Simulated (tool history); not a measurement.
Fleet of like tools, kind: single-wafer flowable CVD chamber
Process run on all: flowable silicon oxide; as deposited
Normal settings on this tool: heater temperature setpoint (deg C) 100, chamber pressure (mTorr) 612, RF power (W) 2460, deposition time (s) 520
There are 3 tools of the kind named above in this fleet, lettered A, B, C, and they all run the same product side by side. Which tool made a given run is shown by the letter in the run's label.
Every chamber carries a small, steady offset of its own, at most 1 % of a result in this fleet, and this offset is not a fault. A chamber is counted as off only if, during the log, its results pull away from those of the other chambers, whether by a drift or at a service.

run  hour  heater temperature setpoint (deg C)  chamber pressure (mTorr)  RF power (W)  deposition time (s)  hours since the last thermocouple change  hours since the last RF generator calibration  hours since the last manometer calibration  read-back reference wafer on the same gauge, thickness_nm  mean film thickness on the monitor wafer (Å)
 1A   4.3                                  100                       612          2460                  520                                     357.7                                          321.8                                       328.4                                                     246.28                                        2282.9
 2B   8.2                                  100                       612          2460                  520                                     616.6                                          197.1                                       721.4                                                     245.81                                        2289.4
     11.9  -- chamber C: capacitance manometer re-zeroed and calibrated
 3C  12.5                                  100                       612          2460                  520                                     607.8                                         1191.9                                         0.6                                                     245.79                                        2291.7
 4B  15.1                                  100                       612          2460                  520                                     623.5                                            204                                       728.3                                                     246.12                                        2300.6
 5A  17.6                                  100                       612          2460                  520                                       371                                          335.1                                       341.7                                                     245.91                                        2264.3
 6C    20                                  100                       612          2460                  520                                     615.3                                         1199.4                                         8.1                                                     245.94                                        2268.9
 7B  23.8                                  100                       746          2460                  520                                     632.2                                          212.7                                         737                                                     246.19                                        3013.1
 8C  28.6                                  100                       746          2460                  520                                     623.9                                           1208                                        16.7                                                     246.03                                        2998.4
 9A  33.4                                  100                       746          2460                  520                                     386.8                                          350.9                                       357.5                                                     245.86                                        2978.8
10B  37.1                                  100                       612          2460                  520                                     645.5                                            226                                       750.3                                                     245.83                                        2291.2
11C  39.8                                  100                       612          2460                  434                                     635.1                                         1219.2                                        27.9                                                      245.7                                        1893.2
12A  43.4                                  100                       612          2460                  434                                     396.8                                          360.9                                       367.5                                                     245.96                                        1904.3
13A  47.6                                  100                       612          2460                  434                                       401                                          365.1                                       371.7                                                     246.06                                        1901.7
14B  51.9                                  100                       612          2460                  599                                     660.3                                          240.8                                       765.1                                                     246.02                                        2663.3
15C  54.3                                  100                       612          2460                  599                                     649.6                                         1233.7                                        42.4                                                     245.73                                        2600.8
16A  59.1                                  100                       612          2460                  599                                     412.5                                          376.6                                       383.2                                                     245.81                                          2621
17B    64                                  100                       612          2460                  520                                     672.4                                          252.9                                       777.2                                                     246.22                                        2337.4
18C  67.9                                  100                       612          2460                  520                                     663.2                                         1247.3                                          56                                                     246.26                                        2260.2
19C  70.4                                  100                       612          2460                  520                                     665.7                                         1249.8                                        58.5                                                     246.11                                        2249.5
20A  74.3                                  100                       612          2460                  520                                     427.7                                          391.8                                       398.4                                                     246.01                                        2270.6
21B  78.7                                  100                       612          2460                  520                                     687.1                                          267.6                                       791.9                                                     246.15                                          2352
22B  81.2                                  100                       612          2460                  520                                     689.6                                          270.1                                       794.4                                                     245.74                                        2337.2
23C  83.5                                  100                       612          2460                  520                                     678.8                                         1262.9                                        71.6                                                     245.77                                        2259.3
24A    86                                  100                       612          2460                  520                                     439.4                                          403.5                                       410.1                                                     245.92                                        2285.1
25A  89.1                                  100                       612          2460                  520                                     442.5                                          406.6                                       413.2                                                     246.06                                        2255.6
26B    92                                  100                       612          2460                  520                                     700.4                                          280.9                                       805.2                                                     245.81                                        2361.6
27C  95.2                                  100                       612          2460                  520                                     690.5                                         1274.6                                        83.3                                                     246.23                                        2260.6
28C  98.3                                  100                       612          2460                  520                                     693.6                                         1277.7                                        86.4                                                     246.27                                        2277.5

For the next run the whole fleet of 3 chambers uses the same settings. Give each chamber's results:
29A  101.8                                  100                       612          2460                  520                                                                                                                                                                                                                                             ?
29B  101.8                                  100                       612          2460                  520                                                                                                                                                                                                                                             ?
29C  101.8                                  100                       612          2460                  520                                                                                                                                                                                                                                             ?

run  mean film thickness on the monitor wafer (Å)
29A                                        2274.4
29B                                        2372.8
29C                                        2272.4

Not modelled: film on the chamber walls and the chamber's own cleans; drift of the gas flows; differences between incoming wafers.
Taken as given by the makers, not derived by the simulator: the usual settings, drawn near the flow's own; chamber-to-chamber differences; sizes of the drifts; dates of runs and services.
